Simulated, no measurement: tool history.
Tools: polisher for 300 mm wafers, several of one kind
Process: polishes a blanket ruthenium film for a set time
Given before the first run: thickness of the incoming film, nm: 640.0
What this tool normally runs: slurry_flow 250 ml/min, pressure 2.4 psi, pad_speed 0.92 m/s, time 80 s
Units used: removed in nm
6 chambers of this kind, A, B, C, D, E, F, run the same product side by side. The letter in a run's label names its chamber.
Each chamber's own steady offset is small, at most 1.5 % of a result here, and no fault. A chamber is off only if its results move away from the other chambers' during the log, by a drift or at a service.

run   hour  slurry_flow  pressure  pad_speed  time  removed
       5.8  -- chamber F: worn pad replaced by a new one
 1E    6.7          250       2.4       0.92    80  108.330
 2B   15.1          250       2.4       0.92    80  107.440
 3F   23.1          250       2.4       0.92    80  111.050
 4C   27.9          250       2.4       0.92    80  108.500
      29.4  -- chamber D: worn pad replaced by a new one
      31.0  -- chamber E: worn pad replaced by a new one
 5D   35.1          250       2.4       0.92    80  108.450
 6A   42.1          250       2.4       0.92    80  108.880
      43.9  -- chamber C: worn pad replaced by a new one
 7B   49.1          250       2.4       0.92    80  108.110
      51.5  -- chamber C: head pressure recalibrated
 8F   57.3          250       2.4       0.92    80  111.230
      62.0  -- chamber B: head pressure recalibrated
 9E   62.1          250       2.4       0.92    80  110.540
      67.5  -- chamber B: worn pad replaced by a new one
10A   71.0          250       2.4       0.92    80  109.590
11C   80.1          250       2.4       0.92    80  109.700
12D   88.3          250       2.4       0.92    80  106.540
13A   96.2          250       2.4       0.92    80  107.900
14D  101.5          250       2.4       0.92    80  109.490
     102.5  -- chamber C: worn pad replaced by a new one
15E  108.6          250       2.4       0.92    80  111.260
     112.4  -- chamber D: worn pad replaced by a new one
16C  113.9          250       2.4       0.92    80  106.030
17B  119.7          250       2.4       0.92    80  108.710
     124.9  -- chamber E: worn pad replaced by a new one
     126.2  -- chamber F: head pressure recalibrated
18F  128.0          250       2.4       0.60   102   90.975
     128.2  -- chamber A: worn pad replaced by a new one
     129.2  -- chamber E: head pressure recalibrated
19C  135.9          250       2.4       0.60   102   88.466
20F  141.7          250       2.4       0.60   102   91.468
21E  147.9          250       2.4       0.60   102   92.560
     152.8  -- chamber C: worn pad replaced by a new one
22A  155.5          250       2.4       0.60   102   89.552
     157.5  -- chamber D: head pressure recalibrated
23B  163.3          250       2.4       0.60   102   90.847
     165.5  -- chamber B: worn pad replaced by a new one
     167.2  -- chamber F: worn pad replaced by a new one
24D  168.7          195       2.4       0.92    89  116.330
     173.3  -- chamber E: slurry nozzle cleaned
25B  175.3          195       2.4       0.92    89  118.070
26D  183.1          195       2.4       0.92    89  118.670
27E  189.4          195       2.4       0.92    89  116.130
28C  195.3          195       2.4       0.92    89  116.200
29A  200.1          195       2.4       0.92    89  117.090
30F  207.7          250       2.4       0.92    80  108.290
     209.2  -- chamber D: worn pad replaced by a new one
31D  212.7          250       2.4       0.92    80  108.860
     214.5  -- chamber C: worn pad replaced by a new one
32E  221.5          250       2.4       0.92    80  105.440
33B  230.7          250       2.4       0.92    80  110.510
34C  237.0          250       2.4       0.92    80  107.950
     239.2  -- chamber A: worn pad replaced by a new one
35F  246.1          250       1.9       0.92    80   88.339
36A  254.2          250       1.9       0.92    80   83.971
     258.6  -- chamber F: slurry nozzle cleaned
37F  258.8          250       1.9       0.92    80   87.544
38C  267.9          250       1.9       0.92    80   88.014

For the next run the whole fleet of 6 chambers uses the same settings. Give each chamber's results:
39A  274.8          250       2.4       0.92    80        ?
39B  274.8          250       2.4       0.92    80        ?
39C  274.8          250       2.4       0.92    80        ?
39D  274.8          250       2.4       0.92    80        ?
39E  274.8          250       2.4       0.92    80        ?
39F  274.8          250       2.4       0.92    80        ?

run  removed
39A  109.700
39B  108.670
39C  110.220
39D  107.590
39E  109.850
39F  108.260

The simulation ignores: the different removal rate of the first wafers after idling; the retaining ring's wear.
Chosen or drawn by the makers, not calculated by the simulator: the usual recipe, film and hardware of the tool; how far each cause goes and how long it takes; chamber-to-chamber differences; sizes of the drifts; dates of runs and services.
